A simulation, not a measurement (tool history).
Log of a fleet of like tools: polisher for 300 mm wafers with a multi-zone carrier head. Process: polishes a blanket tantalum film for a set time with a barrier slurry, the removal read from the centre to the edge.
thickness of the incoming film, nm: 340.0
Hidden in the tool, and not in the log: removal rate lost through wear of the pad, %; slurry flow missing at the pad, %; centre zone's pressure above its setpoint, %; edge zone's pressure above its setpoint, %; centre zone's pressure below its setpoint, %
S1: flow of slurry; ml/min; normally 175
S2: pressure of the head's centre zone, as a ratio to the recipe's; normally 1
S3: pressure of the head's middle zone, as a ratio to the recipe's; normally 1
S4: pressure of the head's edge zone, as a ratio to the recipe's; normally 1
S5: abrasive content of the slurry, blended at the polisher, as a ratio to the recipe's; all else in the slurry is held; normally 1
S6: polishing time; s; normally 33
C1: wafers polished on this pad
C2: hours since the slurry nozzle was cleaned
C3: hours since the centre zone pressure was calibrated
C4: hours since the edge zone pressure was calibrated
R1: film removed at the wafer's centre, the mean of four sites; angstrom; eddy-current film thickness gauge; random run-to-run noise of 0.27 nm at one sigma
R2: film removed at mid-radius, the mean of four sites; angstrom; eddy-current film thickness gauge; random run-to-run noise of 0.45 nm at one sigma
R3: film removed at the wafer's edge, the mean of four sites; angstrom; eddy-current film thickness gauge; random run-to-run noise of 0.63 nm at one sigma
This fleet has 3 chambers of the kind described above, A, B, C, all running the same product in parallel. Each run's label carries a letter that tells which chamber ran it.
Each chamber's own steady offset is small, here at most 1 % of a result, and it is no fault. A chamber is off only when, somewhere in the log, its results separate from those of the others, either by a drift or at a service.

run,hour,S1,S2,S3,S4,S5,S6,C1,C2,C3,C4,R1,R2,R3
1B,5.3,175,1,1,1,1,33,767,276.8,1006,400.6,433.04,428.24,433.27
2A,9.9,175,1,1,1,1,33,583,45.6,417.1,65,426.86,435.82,429.94
3C,12.8,175,1,1,1,1,33,806,65.9,280.2,21.4,432.45,439.04,443.49
4B,17.7,175,1,1,1,1,33,948,289.2,1018.4,413,433.79,439.65,439.37
# hour 18: chamber B: worn pad replaced by a new one
5A,21.8,175,1,1,1,1,33,756,57.5,429,76.9,431.81,435.71,435.35
6C,27.1,175,1,1,1,1,33,1015,80.2,294.5,35.7,433.54,437.06,431.41
7B,31.7,175,1,1,1,1,33,200,303.2,1032.4,427,439.08,443.2,446.04
# hour 32.1: chamber A: worn pad replaced by a new one
# hour 33.7: chamber C: worn pad replaced by a new one
8A,36.8,175,1,1,1,1,33,68,72.5,444,91.9,433.23,434.59,435.5
# hour 39.1: chamber B: slurry nozzle cleaned
9C,39.6,175,1,1,1,1,33,87,92.7,307,48.2,434.04,439.16,437
10B,42.9,175,1,1,1,1,33,363,3.8,1043.6,438.2,438.14,438.36,437.06
11C,46.8,175,1,1,1,1,33,191,99.9,314.2,55.4,436.76,434.27,439.63
12A,49.9,175,1,1,1,1,33,259,85.6,457.1,105,434.17,432.33,441.24
13C,55.9,175,1,1,1,1,33,324,109,323.3,64.5,436.19,434.15,440.6
14B,58.8,175,1,1,1,1,33,595,19.7,1059.5,454.1,435.61,431.85,426.95
15A,62.2,175,1,1,1,1.25,40,438,97.9,469.4,117.3,556.81,543.33,566.3
16A,66.6,175,1,1,1,1.25,40,502,102.3,473.8,121.7,553.81,544.69,550.54
17B,70.6,175,1,1,1,1.25,40,766,31.5,1071.3,465.9,558.19,560.82,552.37
18C,76.6,175,1,1,1,1,33,626,129.7,344,85.2,434.83,437.21,437.03
19A,81.7,175,1,1,1,1,33,722,117.4,488.9,136.8,435.46,438.11,440.53
20C,86.2,175,1,1,1,1,33,765,139.3,353.6,94.8,437.35,431.39,445.44
21B,89.5,175,1,1,1,1,33,1042,50.4,1090.2,484.8,432.35,435.35,425.42
# hour 93: chamber A: worn pad replaced by a new one
22A,95.5,175,1,1,1,1,33,37,131.2,502.7,150.6,432.7,432.08,438.69

One chamber off, gauge drift, or nothing amiss beyond the chambers' own small offsets? If it is a chamber, which one, and what is the likeliest cause?

Nothing is wrong: each chamber keeps only its own small, steady offset and the gauge holds still.
